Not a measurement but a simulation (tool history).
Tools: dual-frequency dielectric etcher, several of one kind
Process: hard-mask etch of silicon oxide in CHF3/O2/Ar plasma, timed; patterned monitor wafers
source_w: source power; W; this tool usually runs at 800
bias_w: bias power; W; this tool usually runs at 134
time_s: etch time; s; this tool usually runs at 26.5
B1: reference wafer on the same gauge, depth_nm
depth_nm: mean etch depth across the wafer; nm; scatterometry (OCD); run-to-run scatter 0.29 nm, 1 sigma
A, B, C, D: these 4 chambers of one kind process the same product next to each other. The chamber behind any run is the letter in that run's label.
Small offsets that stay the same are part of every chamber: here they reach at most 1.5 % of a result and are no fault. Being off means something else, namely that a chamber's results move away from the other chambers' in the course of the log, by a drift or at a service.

{"run": "1A", "hour": 4.6, "source_w": 800, "bias_w": 134, "time_s": 26.5, "B1": 47.791, "depth_nm": 53.977}
{"run": "2C", "hour": 8.1, "source_w": 800, "bias_w": 134, "time_s": 26.5, "B1": 47.849, "depth_nm": 52.381}
{"run": "3B", "hour": 15.4, "source_w": 800, "bias_w": 134, "time_s": 26.5, "B1": 47.774, "depth_nm": 53.738}
{"run": "4D", "hour": 20.4, "source_w": 800, "bias_w": 134, "time_s": 26.5, "B1": 47.817, "depth_nm": 53.405}
{"run": "5B", "hour": 26.5, "source_w": 800, "bias_w": 134, "time_s": 26.5, "B1": 47.797, "depth_nm": 53.065}
{"run": "6C", "hour": 31.6, "source_w": 800, "bias_w": 134, "time_s": 26.5, "B1": 47.834, "depth_nm": 52.245}
{"run": "7A", "hour": 38.1, "source_w": 800, "bias_w": 134, "time_s": 23.0, "B1": 47.813, "depth_nm": 47.078}
{"run": "8D", "hour": 45.0, "source_w": 800, "bias_w": 134, "time_s": 23.0, "B1": 47.778, "depth_nm": 46.007}
{"run": "9A", "hour": 52.8, "source_w": 800, "bias_w": 134, "time_s": 23.0, "B1": 47.803, "depth_nm": 46.642}
{"hour": 53.5, "done": "chamber B: wet clean of the chamber"}
{"run": "10B", "hour": 58.8, "source_w": 800, "bias_w": 134, "time_s": 23.0, "B1": 47.813, "depth_nm": 46.771}
{"run": "11D", "hour": 63.0, "source_w": 800, "bias_w": 134, "time_s": 26.5, "B1": 47.754, "depth_nm": 53.104}
{"run": "12C", "hour": 68.2, "source_w": 800, "bias_w": 134, "time_s": 26.5, "B1": 47.717, "depth_nm": 52.149}
{"run": "13C", "hour": 72.2, "source_w": 800, "bias_w": 134, "time_s": 26.5, "B1": 47.795, "depth_nm": 52.194}
{"run": "14D", "hour": 79.0, "source_w": 800, "bias_w": 134, "time_s": 26.5, "B1": 47.786, "depth_nm": 53.126}
{"hour": 83.0, "done": "chamber D: wet clean of the chamber"}
{"run": "15A", "hour": 84.8, "source_w": 800, "bias_w": 134, "time_s": 26.5, "B1": 47.792, "depth_nm": 54.414}
{"run": "16B", "hour": 88.3, "source_w": 800, "bias_w": 134, "time_s": 26.5, "B1": 47.727, "depth_nm": 53.008}
{"run": "17D", "hour": 92.4, "source_w": 800, "bias_w": 134, "time_s": 26.5, "B1": 47.809, "depth_nm": 53.104}
{"run": "18B", "hour": 97.6, "source_w": 800, "bias_w": 134, "time_s": 26.5, "B1": 47.853, "depth_nm": 53.34}
{"run": "19C", "hour": 101.9, "source_w": 800, "bias_w": 134, "time_s": 26.5, "B1": 47.828, "depth_nm": 51.174}
{"run": "20A", "hour": 107.9, "source_w": 940, "bias_w": 160, "time_s": 26.5, "B1": 47.825, "depth_nm": 61.406}
{"run": "21D", "hour": 114.7, "source_w": 940, "bias_w": 160, "time_s": 26.5, "B1": 47.798, "depth_nm": 60.545}
{"run": "22A", "hour": 121.7, "source_w": 940, "bias_w": 160, "time_s": 26.5, "B1": 47.792, "depth_nm": 60.953}
{"run": "23B", "hour": 129.8, "source_w": 940, "bias_w": 160, "time_s": 26.5, "B1": 47.702, "depth_nm": 59.75}
{"run": "24C", "hour": 134.0, "source_w": 800, "bias_w": 134, "time_s": 26.5, "B1": 47.812, "depth_nm": 50.081}
{"run": "25D", "hour": 141.2, "source_w": 800, "bias_w": 134, "time_s": 26.5, "B1": 47.795, "depth_nm": 52.833}

Next, every chamber runs the same settings. What will each give?
{"run": "26A", "hour": 146.9, "source_w": 630, "bias_w": 134, "time_s": 26.5, "depth_nm": "?"}
{"run": "26B", "hour": 146.9, "source_w": 630, "bias_w": 134, "time_s": 26.5, "depth_nm": "?"}
{"run": "26C", "hour": 146.9, "source_w": 630, "bias_w": 134, "time_s": 26.5, "depth_nm": "?"}
{"run": "26D", "hour": 146.9, "source_w": 630, "bias_w": 134, "time_s": 26.5, "depth_nm": "?"}

run=26A depth_nm=49.125
run=26B depth_nm=48.812
run=26C depth_nm=45.407
run=26D depth_nm=48.895

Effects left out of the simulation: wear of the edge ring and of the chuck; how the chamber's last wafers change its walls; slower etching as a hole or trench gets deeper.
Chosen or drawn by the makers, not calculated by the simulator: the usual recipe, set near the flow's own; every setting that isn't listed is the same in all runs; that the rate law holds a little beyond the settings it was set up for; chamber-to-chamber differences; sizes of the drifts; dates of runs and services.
